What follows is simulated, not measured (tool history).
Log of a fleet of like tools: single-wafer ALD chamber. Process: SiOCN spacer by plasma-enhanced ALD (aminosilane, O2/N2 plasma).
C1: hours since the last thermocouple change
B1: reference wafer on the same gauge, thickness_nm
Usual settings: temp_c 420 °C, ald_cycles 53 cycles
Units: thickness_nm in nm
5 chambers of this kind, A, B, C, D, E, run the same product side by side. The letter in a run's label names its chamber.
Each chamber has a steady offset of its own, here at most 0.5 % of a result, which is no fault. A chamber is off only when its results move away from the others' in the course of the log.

{"run": "1A", "hour": 9.2, "temp_c": 420, "ald_cycles": 53, "C1": 645.3, "B1": 2.6197, "thickness_nm": 3.0056}
{"run": "2C", "hour": 15.0, "temp_c": 420, "ald_cycles": 53, "C1": 408.3, "B1": 2.6209, "thickness_nm": 2.9774}
{"run": "3B", "hour": 20.0, "temp_c": 420, "ald_cycles": 53, "C1": 412.4, "B1": 2.6197, "thickness_nm": 2.9907}
{"run": "4D", "hour": 24.7, "temp_c": 420, "ald_cycles": 53, "C1": 180.2, "B1": 2.6194, "thickness_nm": 2.9969}
{"run": "5E", "hour": 31.2, "temp_c": 420, "ald_cycles": 53, "C1": 81.8, "B1": 2.6176, "thickness_nm": 3.0458}
{"run": "6D", "hour": 38.3, "temp_c": 420, "ald_cycles": 53, "C1": 193.8, "B1": 2.6188, "thickness_nm": 2.9941}
{"run": "7B", "hour": 47.6, "temp_c": 420, "ald_cycles": 53, "C1": 440.0, "B1": 2.6218, "thickness_nm": 2.9923}
{"run": "8E", "hour": 57.4, "temp_c": 420, "ald_cycles": 53, "C1": 108.0, "B1": 2.6201, "thickness_nm": 3.002}
{"run": "9A", "hour": 65.2, "temp_c": 420, "ald_cycles": 53, "C1": 701.3, "B1": 2.6233, "thickness_nm": 3.0084}
{"run": "10C", "hour": 70.6, "temp_c": 409, "ald_cycles": 57, "C1": 463.9, "B1": 2.6184, "thickness_nm": 3.3163}
{"run": "11C", "hour": 75.0, "temp_c": 409, "ald_cycles": 57, "C1": 468.3, "B1": 2.6247, "thickness_nm": 3.3296}
{"run": "12E", "hour": 81.4, "temp_c": 409, "ald_cycles": 57, "C1": 132.0, "B1": 2.6216, "thickness_nm": 3.3653}
{"run": "13A", "hour": 88.4, "temp_c": 409, "ald_cycles": 57, "C1": 724.5, "B1": 2.6215, "thickness_nm": 3.3231}
{"run": "14D", "hour": 93.0, "temp_c": 409, "ald_cycles": 57, "C1": 248.5, "B1": 2.62, "thickness_nm": 3.345}
{"run": "15B", "hour": 97.4, "temp_c": 420, "ald_cycles": 53, "C1": 489.8, "B1": 2.6206, "thickness_nm": 2.9945}
{"run": "16E", "hour": 104.8, "temp_c": 420, "ald_cycles": 53, "C1": 155.4, "B1": 2.6184, "thickness_nm": 2.9891}
{"run": "17B", "hour": 110.2, "temp_c": 420, "ald_cycles": 53, "C1": 502.6, "B1": 2.6222, "thickness_nm": 2.9813}
{"run": "18D", "hour": 118.1, "temp_c": 408, "ald_cycles": 53, "C1": 273.6, "B1": 2.6229, "thickness_nm": 3.0975}
{"run": "19A", "hour": 123.3, "temp_c": 408, "ald_cycles": 53, "C1": 759.4, "B1": 2.6203, "thickness_nm": 3.1266}
{"run": "20C", "hour": 130.6, "temp_c": 408, "ald_cycles": 53, "C1": 523.9, "B1": 2.6163, "thickness_nm": 3.1112}
{"run": "21D", "hour": 138.6, "temp_c": 408, "ald_cycles": 53, "C1": 294.1, "B1": 2.6228, "thickness_nm": 3.1421}
{"run": "22B", "hour": 144.3, "temp_c": 408, "ald_cycles": 53, "C1": 536.7, "B1": 2.6179, "thickness_nm": 3.1303}
{"run": "23E", "hour": 154.1, "temp_c": 420, "ald_cycles": 53, "C1": 204.7, "B1": 2.6205, "thickness_nm": 2.9894}
{"run": "24A", "hour": 161.4, "temp_c": 420, "ald_cycles": 53, "C1": 797.5, "B1": 2.6225, "thickness_nm": 2.9836}
{"run": "25C", "hour": 168.1, "temp_c": 420, "ald_cycles": 53, "C1": 561.4, "B1": 2.6198, "thickness_nm": 3.0033}
{"run": "26A", "hour": 176.6, "temp_c": 420, "ald_cycles": 53, "C1": 812.7, "B1": 2.6178, "thickness_nm": 3.0178}
{"run": "27E", "hour": 181.8, "temp_c": 420, "ald_cycles": 53, "C1": 232.4, "B1": 2.6199, "thickness_nm": 3.0076}
{"run": "28C", "hour": 190.2, "temp_c": 420, "ald_cycles": 53, "C1": 583.5, "B1": 2.6195, "thickness_nm": 3.0172}
{"run": "29B", "hour": 197.6, "temp_c": 420, "ald_cycles": 53, "C1": 590.0, "B1": 2.6183, "thickness_nm": 2.9727}
{"run": "30D", "hour": 203.4, "temp_c": 420, "ald_cycles": 53, "C1": 358.9, "B1": 2.6172, "thickness_nm": 3.0118}
{"run": "31D", "hour": 212.0, "temp_c": 420, "ald_cycles": 53, "C1": 367.5, "B1": 2.6171, "thickness_nm": 3.0102}
{"run": "32E", "hour": 219.9, "temp_c": 420, "ald_cycles": 53, "C1": 270.5, "B1": 2.6205, "thickness_nm": 3.0069}
{"run": "33A", "hour": 229.4, "temp_c": 420, "ald_cycles": 53, "C1": 865.5, "B1": 2.6223, "thickness_nm": 3.0052}

Next, every chamber runs the same settings. What will each give?
{"run": "34A", "hour": 236.5, "temp_c": 420, "ald_cycles": 53, "thickness_nm": "?"}
{"run": "34B", "hour": 236.5, "temp_c": 420, "ald_cycles": 53, "thickness_nm": "?"}
{"run": "34C", "hour": 236.5, "temp_c": 420, "ald_cycles": 53, "thickness_nm": "?"}
{"run": "34D", "hour": 236.5, "temp_c": 420, "ald_cycles": 53, "thickness_nm": "?"}
{"run": "34E", "hour": 236.5, "temp_c": 420, "ald_cycles": 53, "thickness_nm": "?"}

run=34A thickness_nm=3.0174
run=34B thickness_nm=3.0066
run=34C thickness_nm=2.9778
run=34D thickness_nm=3.0073
run=34E thickness_nm=3.0119

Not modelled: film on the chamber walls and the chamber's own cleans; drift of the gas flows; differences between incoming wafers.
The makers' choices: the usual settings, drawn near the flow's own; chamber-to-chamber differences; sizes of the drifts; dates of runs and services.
